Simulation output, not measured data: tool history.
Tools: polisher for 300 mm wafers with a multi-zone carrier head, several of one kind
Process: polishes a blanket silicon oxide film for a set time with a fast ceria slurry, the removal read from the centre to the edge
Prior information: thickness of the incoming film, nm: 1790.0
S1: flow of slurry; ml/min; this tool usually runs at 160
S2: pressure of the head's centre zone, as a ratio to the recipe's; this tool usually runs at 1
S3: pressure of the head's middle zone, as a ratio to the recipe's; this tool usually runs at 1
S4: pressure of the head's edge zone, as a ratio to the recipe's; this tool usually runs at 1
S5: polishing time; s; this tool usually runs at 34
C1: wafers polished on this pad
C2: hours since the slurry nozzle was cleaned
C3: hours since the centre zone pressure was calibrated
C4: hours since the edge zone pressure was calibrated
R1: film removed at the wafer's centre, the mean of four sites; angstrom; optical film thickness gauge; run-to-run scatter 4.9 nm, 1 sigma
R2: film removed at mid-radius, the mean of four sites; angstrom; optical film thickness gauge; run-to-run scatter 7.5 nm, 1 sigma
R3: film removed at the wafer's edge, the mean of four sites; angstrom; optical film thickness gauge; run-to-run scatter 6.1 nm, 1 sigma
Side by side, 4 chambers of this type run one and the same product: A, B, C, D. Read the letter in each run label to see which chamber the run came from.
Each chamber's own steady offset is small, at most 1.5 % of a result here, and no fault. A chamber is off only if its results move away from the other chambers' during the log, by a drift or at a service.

{"hour": 4.9, "done": "chamber A: slurry nozzle cleaned"}
{"run": "1D", "hour": 16.2, "S1": 160, "S2": 1, "S3": 1, "S4": 1, "S5": 34, "C1": 927, "C2": 371.4, "C3": 595.5, "C4": 31.6, "R1": 6916.5, "R2": 6828.2, "R3": 6819.4}
{"hour": 21.7, "done": "chamber A: worn pad replaced by a new one"}
{"hour": 22.1, "done": "chamber B: worn pad replaced by a new one"}
{"run": "2A", "hour": 29.5, "S1": 160, "S2": 1, "S3": 1, "S4": 1, "S5": 34, "C1": 103, "C2": 24.6, "C3": 57.1, "C4": 784.3, "R1": 6871.9, "R2": 6839.7, "R3": 6845.2}
{"run": "3C", "hour": 39.9, "S1": 160, "S2": 1, "S3": 1, "S4": 1, "S5": 34, "C1": 1158, "C2": 489.9, "C3": 345.7, "C4": 869.5, "R1": 6906.3, "R2": 6817.7, "R3": 6758}
{"hour": 45.2, "done": "chamber D: worn pad replaced by a new one"}
{"run": "4B", "hour": 47.9, "S1": 160, "S2": 1, "S3": 1, "S4": 1, "S5": 34, "C1": 342, "C2": 92.5, "C3": 504.7, "C4": 146.2, "R1": 6960.2, "R2": 6879.2, "R3": 6817.4}
{"hour": 50.2, "done": "chamber C: worn pad replaced by a new one"}
{"run": "5D", "hour": 55.8, "S1": 160, "S2": 1, "S3": 1.07, "S4": 0.95, "S5": 34, "C1": 141, "C2": 411, "C3": 635.1, "C4": 71.2, "R1": 6866.2, "R2": 7382.7, "R3": 6679.4}
{"run": "6A", "hour": 63.4, "S1": 160, "S2": 1, "S3": 1.07, "S4": 0.95, "S5": 34, "C1": 552, "C2": 58.5, "C3": 91, "C4": 818.2, "R1": 6761, "R2": 7485.2, "R3": 6683.7}
{"run": "7B", "hour": 79.2, "S1": 160, "S2": 1, "S3": 1.07, "S4": 0.95, "S5": 34, "C1": 757, "C2": 123.8, "C3": 536, "C4": 177.5, "R1": 6881.6, "R2": 7211.7, "R3": 6658.9}
{"hour": 82.2, "done": "chamber B: centre zone pressure recalibrated"}
{"run": "8C", "hour": 92.0, "S1": 160, "S2": 1, "S3": 1.07, "S4": 0.95, "S5": 34, "C1": 554, "C2": 542, "C3": 397.8, "C4": 921.6, "R1": 6949.4, "R2": 7216, "R3": 6634.6}
{"run": "9A", "hour": 104.6, "S1": 160, "S2": 1, "S3": 1, "S4": 1, "S5": 34, "C1": 1099, "C2": 99.7, "C3": 132.2, "C4": 859.4, "R1": 6814.9, "R2": 6858, "R3": 6843.5}
{"hour": 117.3, "done": "chamber B: worn pad replaced by a new one"}
{"run": "10B", "hour": 118.5, "S1": 160, "S2": 1, "S3": 1, "S4": 1, "S5": 34, "C1": 16, "C2": 163.1, "C3": 36.4, "C4": 216.8, "R1": 6934.3, "R2": 6793.4, "R3": 6859}
{"run": "11D", "hour": 125.8, "S1": 210, "S2": 1, "S3": 1, "S4": 1, "S5": 34, "C1": 1069, "C2": 481, "C3": 705.1, "C4": 141.2, "R1": 7152.3, "R2": 7318.2, "R3": 7004.6}
{"hour": 127.2, "done": "chamber A: worn pad replaced by a new one"}
{"run": "12C", "hour": 139.8, "S1": 210, "S2": 1, "S3": 1, "S4": 1, "S5": 34, "C1": 1188, "C2": 589.8, "C3": 445.6, "C4": 969.4, "R1": 7195.3, "R2": 7212.8, "R3": 7168}
{"hour": 141.4, "done": "chamber C: slurry nozzle cleaned"}
{"hour": 147.9, "done": "chamber D: worn pad replaced by a new one"}
{"hour": 152.7, "done": "chamber C: worn pad replaced by a new one"}
{"run": "13C", "hour": 154.2, "S1": 210, "S2": 1, "S3": 1, "S4": 1, "S5": 34, "C1": 21, "C2": 12.8, "C3": 460, "C4": 983.8, "R1": 7300.8, "R2": 7140, "R3": 7038.5}
{"run": "14D", "hour": 168.2, "S1": 210, "S2": 1, "S3": 1, "S4": 1, "S5": 34, "C1": 270, "C2": 523.4, "C3": 747.5, "C4": 183.6, "R1": 7229.5, "R2": 7161.5, "R3": 6887.7}
{"hour": 181.4, "done": "chamber B: slurry nozzle cleaned"}
{"run": "15A", "hour": 181.6, "S1": 160, "S2": 1, "S3": 1, "S4": 1, "S5": 34, "C1": 721, "C2": 176.7, "C3": 209.2, "C4": 936.4, "R1": 6838.5, "R2": 6803.5, "R3": 7001.4}
{"hour": 190.0, "done": "chamber A: edge zone pressure recalibrated"}
{"run": "16B", "hour": 196.1, "S1": 160, "S2": 1, "S3": 1, "S4": 1, "S5": 34, "C1": 1044, "C2": 14.8, "C3": 114, "C4": 294.4, "R1": 6896.9, "R2": 6744, "R3": 6965}
{"run": "17A", "hour": 205.4, "S1": 160, "S2": 1, "S3": 1, "S4": 1, "S5": 34, "C1": 1037, "C2": 200.5, "C3": 233, "C4": 15.5, "R1": 6838.9, "R2": 7014.4, "R3": 6851.6}
{"hour": 214.2, "done": "chamber B: worn pad replaced by a new one"}
{"run": "18C", "hour": 219.4, "S1": 160, "S2": 1, "S3": 1.05, "S4": 1, "S5": 34, "C1": 885, "C2": 78, "C3": 525.2, "C4": 1049, "R1": 6959.2, "R2": 7151.1, "R3": 6777.5}
{"hour": 224.1, "done": "chamber A: worn pad replaced by a new one"}
{"run": "19B", "hour": 234.5, "S1": 160, "S2": 1, "S3": 1.05, "S4": 1, "S5": 34, "C1": 269, "C2": 53.2, "C3": 152.4, "C4": 332.8, "R1": 6996.7, "R2": 7050.3, "R3": 6885.7}
{"hour": 239.7, "done": "chamber C: worn pad replaced by a new one"}
{"run": "20D", "hour": 245.5, "S1": 160, "S2": 1, "S3": 1.05, "S4": 1, "S5": 34, "C1": 1295, "C2": 600.7, "C3": 824.8, "C4": 260.9, "R1": 6875.7, "R2": 7355.3, "R3": 6919.5}
{"hour": 253.4, "done": "chamber D: worn pad replaced by a new one"}
{"run": "21B", "hour": 255.0, "S1": 160, "S2": 1, "S3": 1.05, "S4": 1, "S5": 34, "C1": 541, "C2": 73.7, "C3": 172.9, "C4": 353.3, "R1": 6934.8, "R2": 7153.2, "R3": 6826.8}
{"hour": 263.9, "done": "chamber D: centre zone pressure recalibrated"}
{"run": "22D", "hour": 267.7, "S1": 160, "S2": 1, "S3": 1, "S4": 0.94, "S5": 34, "C1": 189, "C2": 622.9, "C3": 3.9, "C4": 283.1, "R1": 6955.1, "R2": 6794.9, "R3": 6623.1}
{"run": "23C", "hour": 283.3, "S1": 160, "S2": 1, "S3": 1, "S4": 0.94, "S5": 34, "C1": 578, "C2": 141.9, "C3": 589.1, "C4": 1112.9, "R1": 6900.2, "R2": 6761.4, "R3": 6563.1}
{"run": "24A", "hour": 295.9, "S1": 160, "S2": 1, "S3": 1, "S4": 0.94, "S5": 34, "C1": 952, "C2": 291, "C3": 323.5, "C4": 106, "R1": 6714.7, "R2": 7097.3, "R3": 6635.5}
{"hour": 297.3, "done": "chamber A: slurry nozzle cleaned"}
{"hour": 298.7, "done": "chamber B: worn pad replaced by a new one"}
{"hour": 306.1, "done": "chamber A: worn pad replaced by a new one"}
{"run": "25D", "hour": 307.4, "S1": 160, "S2": 1, "S3": 1, "S4": 0.94, "S5": 34, "C1": 716, "C2": 662.6, "C3": 43.6, "C4": 322.8, "R1": 6897, "R2": 6702.9, "R3": 6612.5}
{"run": "26B", "hour": 320.5, "S1": 160, "S2": 1, "S3": 1, "S4": 1, "S5": 34, "C1": 289, "C2": 139.2, "C3": 238.4, "C4": 418.8, "R1": 6926.1, "R2": 6894.4, "R3": 6914.6}
{"hour": 322.1, "done": "chamber C: worn pad replaced by a new one"}
{"hour": 323.5, "done": "chamber C: edge zone pressure recalibrated"}
{"run": "27C", "hour": 332.3, "S1": 160, "S2": 1, "S3": 1, "S4": 1, "S5": 34, "C1": 135, "C2": 190.9, "C3": 638.1, "C4": 8.9, "R1": 6934.8, "R2": 6854.4, "R3": 6844.8}
{"hour": 346.8, "done": "chamber D: worn pad replaced by a new one"}
{"run": "28A", "hour": 348.6, "S1": 160, "S2": 1, "S3": 1, "S4": 1, "S5": 34, "C1": 564, "C2": 51.3, "C3": 376.2, "C4": 158.7, "R1": 6785.9, "R2": 6942.1, "R3": 6861.9}
{"run": "29C", "hour": 356.6, "S1": 160, "S2": 1, "S3": 1, "S4": 1, "S5": 34, "C1": 457, "C2": 215.2, "C3": 662.4, "C4": 33.2, "R1": 6887, "R2": 7035.9, "R3": 6869.1}
{"run": "30B", "hour": 370.1, "S1": 160, "S2": 1, "S3": 1, "S4": 1, "S5": 34, "C1": 947, "C2": 188.8, "C3": 288, "C4": 468.4, "R1": 6898.8, "R2": 6903.6, "R3": 6871.7}
{"run": "31D", "hour": 377.3, "S1": 160, "S2": 1, "S3": 1, "S4": 1, "S5": 34, "C1": 404, "C2": 732.5, "C3": 113.5, "C4": 392.7, "R1": 6857.1, "R2": 6851.9, "R3": 6844.3}
{"hour": 382.4, "done": "chamber B: worn pad replaced by a new one"}
{"run": "32A", "hour": 389.0, "S1": 160, "S2": 1, "S3": 1, "S4": 1, "S5": 34, "C1": 1099, "C2": 91.7, "C3": 416.6, "C4": 199.1, "R1": 6775.7, "R2": 6985, "R3": 6801}
{"run": "33C", "hour": 400.9, "S1": 160, "S2": 1, "S3": 1, "S4": 1, "S5": 34, "C1": 1044, "C2": 259.5, "C3": 706.7, "C4": 77.5, "R1": 6836, "R2": 6839.4, "R3": 6835.4}
{"hour": 405.3, "done": "chamber A: worn pad replaced by a new one"}
{"run": "34A", "hour": 415.0, "S1": 160, "S2": 1, "S3": 1, "S4": 1, "S5": 34, "C1": 128, "C2": 117.7, "C3": 442.6, "C4": 225.1, "R1": 6795.6, "R2": 6872.7, "R3": 6885.2}
{"hour": 423.2, "done": "chamber B: slurry nozzle cleaned"}
{"run": "35B", "hour": 426.5, "S1": 160, "S2": 1, "S3": 1, "S4": 1, "S5": 34, "C1": 585, "C2": 3.4, "C3": 344.4, "C4": 524.8, "R1": 6912.4, "R2": 6968, "R3": 6873.4}
{"run": "36D", "hour": 435.0, "S1": 160, "S2": 1, "S3": 1, "S4": 1, "S5": 34, "C1": 1169, "C2": 790.2, "C3": 171.2, "C4": 450.4, "R1": 6854.2, "R2": 7028.8, "R3": 6705.7}
{"run": "37D", "hour": 450.5, "S1": 160, "S2": 1, "S3": 1, "S4": 1, "S5": 34, "C1": 1375, "C2": 805.7, "C3": 186.7, "C4": 465.9, "R1": 6855.5, "R2": 6881.7, "R3": 6876}
{"run": "38B", "hour": 459.2, "S1": 160, "S2": 1, "S3": 1, "S4": 1, "S5": 34, "C1": 1019, "C2": 36.1, "C3": 377.1, "C4": 557.5, "R1": 6941.9, "R2": 6824.9, "R3": 6908.7}

Has any chamber moved away from the others, gradually or after a service, or does the common gauge drift, or do the chambers differ only by their own small steady offsets? State the chamber and the most likely cause if one applies.

All chambers stay in line apart from their small fixed offsets, and the gauge does not drift.
